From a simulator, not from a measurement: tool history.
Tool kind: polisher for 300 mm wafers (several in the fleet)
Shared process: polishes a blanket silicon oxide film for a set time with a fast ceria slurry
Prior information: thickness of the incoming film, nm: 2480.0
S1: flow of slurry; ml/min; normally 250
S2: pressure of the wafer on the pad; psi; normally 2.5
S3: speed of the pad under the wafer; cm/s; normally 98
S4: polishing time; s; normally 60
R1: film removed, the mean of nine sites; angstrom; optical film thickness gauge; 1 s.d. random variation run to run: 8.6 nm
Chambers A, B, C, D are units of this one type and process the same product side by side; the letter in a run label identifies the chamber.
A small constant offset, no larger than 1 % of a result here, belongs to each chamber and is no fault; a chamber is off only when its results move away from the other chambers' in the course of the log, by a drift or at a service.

Run 1D, hour 10.5: usual settings. Result: R1 7180.5 angstrom.
Run 2A, hour 24.3: usual settings. Result: R1 7503.9 angstrom.
At hour 26.6: chamber D: head pressure recalibrated.
Run 3C, hour 33.1: usual settings. Result: R1 7282.0 angstrom.
At hour 44.1: chamber C: worn pad replaced by a new one.
Run 4B, hour 48.1: usual settings. Result: R1 7198.3 angstrom.
Run 5C, hour 57.8: usual settings but S3 126 cm/s. Result: R1 9382.1 angstrom.
At hour 66.3: chamber A: worn pad replaced by a new one.
Run 6D, hour 72.3: usual settings but S3 126 cm/s. Result: R1 9484.8 angstrom.
Run 7B, hour 82.4: usual settings but S3 126 cm/s. Result: R1 9340.6 angstrom.
Run 8A, hour 90.3: usual settings but S3 126 cm/s. Result: R1 9278.7 angstrom.
Run 9D, hour 103.3: usual settings. Result: R1 7132.5 angstrom.
At hour 107.1: chamber B: worn pad replaced by a new one.
Run 10A, hour 115.8: usual settings. Result: R1 7386.5 angstrom.
Run 11B, hour 126.1: usual settings. Result: R1 7167.6 angstrom.
Run 12C, hour 137.3: usual settings but S3 118 cm/s. Result: R1 8781.4 angstrom.
Run 13A, hour 149.9: usual settings but S3 118 cm/s. Result: R1 8759.9 angstrom.
Run 14C, hour 157.5: usual settings but S3 118 cm/s. Result: R1 8814.4 angstrom.
Run 15D, hour 166.3: usual settings but S3 118 cm/s. Result: R1 8504.9 angstrom.
Run 16B, hour 173.8: usual settings but S3 126 cm/s. Result: R1 9380.2 angstrom.
Run 17D, hour 188.1: usual settings but S3 126 cm/s. Result: R1 9259.2 angstrom.
Run 18C, hour 198.9: usual settings but S3 126 cm/s. Result: R1 9409.5 angstrom.
Run 19B, hour 211.9: usual settings but S3 126 cm/s. Result: R1 9429.8 angstrom.
Run 20A, hour 219.4: usual settings. Result: R1 7100.0 angstrom.
Run 21D, hour 230.1: usual settings. Result: R1 6939.9 angstrom.
At hour 233.9: chamber A: slurry nozzle cleaned.
At hour 239.8: chamber A: worn pad replaced by a new one.
Run 22B, hour 240.9: usual settings. Result: R1 7348.0 angstrom.
At hour 244.1: chamber C: worn pad replaced by a new one.
Run 23C, hour 249.4: usual settings but S2 3.3 psi. Result: R1 9429.3 angstrom.
Run 24A, hour 256.2: usual settings but S2 3.3 psi. Result: R1 9520.9 angstrom.
At hour 257.6: chamber B: slurry nozzle cleaned.
At hour 258.2: chamber B: worn pad replaced by a new one.
Run 25A, hour 264.1: usual settings but S2 3.3 psi. Result: R1 9677.6 angstrom.
Run 26B, hour 278.7: usual settings but S2 3.3 psi. Result: R1 9650.5 angstrom.
Run 27D, hour 294.0: usual settings. Result: R1 6734.3 angstrom.
Run 28C, hour 305.9: usual settings. Result: R1 7184.7 angstrom.
At hour 313.0: chamber D: slurry nozzle cleaned.
Run 29A, hour 314.7: usual settings but S1 180 ml/min, S4 70 s. Result: R1 8074.4 angstrom.
Run 30D, hour 328.4: usual settings but S1 180 ml/min, S4 70 s. Result: R1 7868.3 angstrom.
Run 31C, hour 342.9: usual settings but S1 180 ml/min, S4 70 s. Result: R1 7923.7 angstrom.
Run 32B, hour 356.6: usual settings but S1 180 ml/min, S4 70 s. Result: R1 8179.6 angstrom.
Run 33A, hour 367.6: usual settings. Result: R1 7349.2 angstrom.
Run 34D, hour 380.4: usual settings. Result: R1 6697.3 angstrom.
Run 35C, hour 389.6: usual settings. Result: R1 7234.6 angstrom.
At hour 402.4: chamber B: worn pad replaced by a new one.
Run 36B, hour 405.0: usual settings. Result: R1 7199.3 angstrom.
Run 37B, hour 415.2: usual settings. Result: R1 7211.0 angstrom.
Run 38D, hour 428.5: usual settings. Result: R1 6486.7 angstrom.

What goes on in this fleet: one chamber off, a drifting gauge, or nothing beyond the chambers' own small offsets? Name the chamber and the cause, if any.

Little by little, chamber D moves away from the other chambers.
Cause: removal rate lost through wear of the pad, % = 9.58.
The log may not separate it from: head's pressure below its setpoint, %.

Below are 4 candidate recipes for chamber D's next run, each the usual settings with a change, their results shown as question marks. Which of them brings D's results back in line with what the other chambers give on the usual settings?
In-line tolerance around the mean of the other chambers on the usual settings: R1 300.0 angstrom
Run 39D-1, hour 439.6: usual settings but S2 2.4 psi, S3 94 cm/s. Result: R1 ?.
Run 39D-2, hour 439.6: usual settings but S2 2.6 psi, S3 104 cm/s. Result: R1 ?.
Run 39D-3, hour 439.6: usual settings but S3 100 cm/s, S4 61 s. Result: R1 ?.
Run 39D-4, hour 439.6: usual settings but S2 2.4 psi. Result: R1 ?.

Average result of the remaining chambers running the usual settings: R1 7256.2 angstrom
  run      R1
39D-1  6038.0
39D-2  7248.8
39D-3  6809.4
39D-4  6299.0
The answer is 39D-2, which returns the chamber to within the allowed miss of the others.
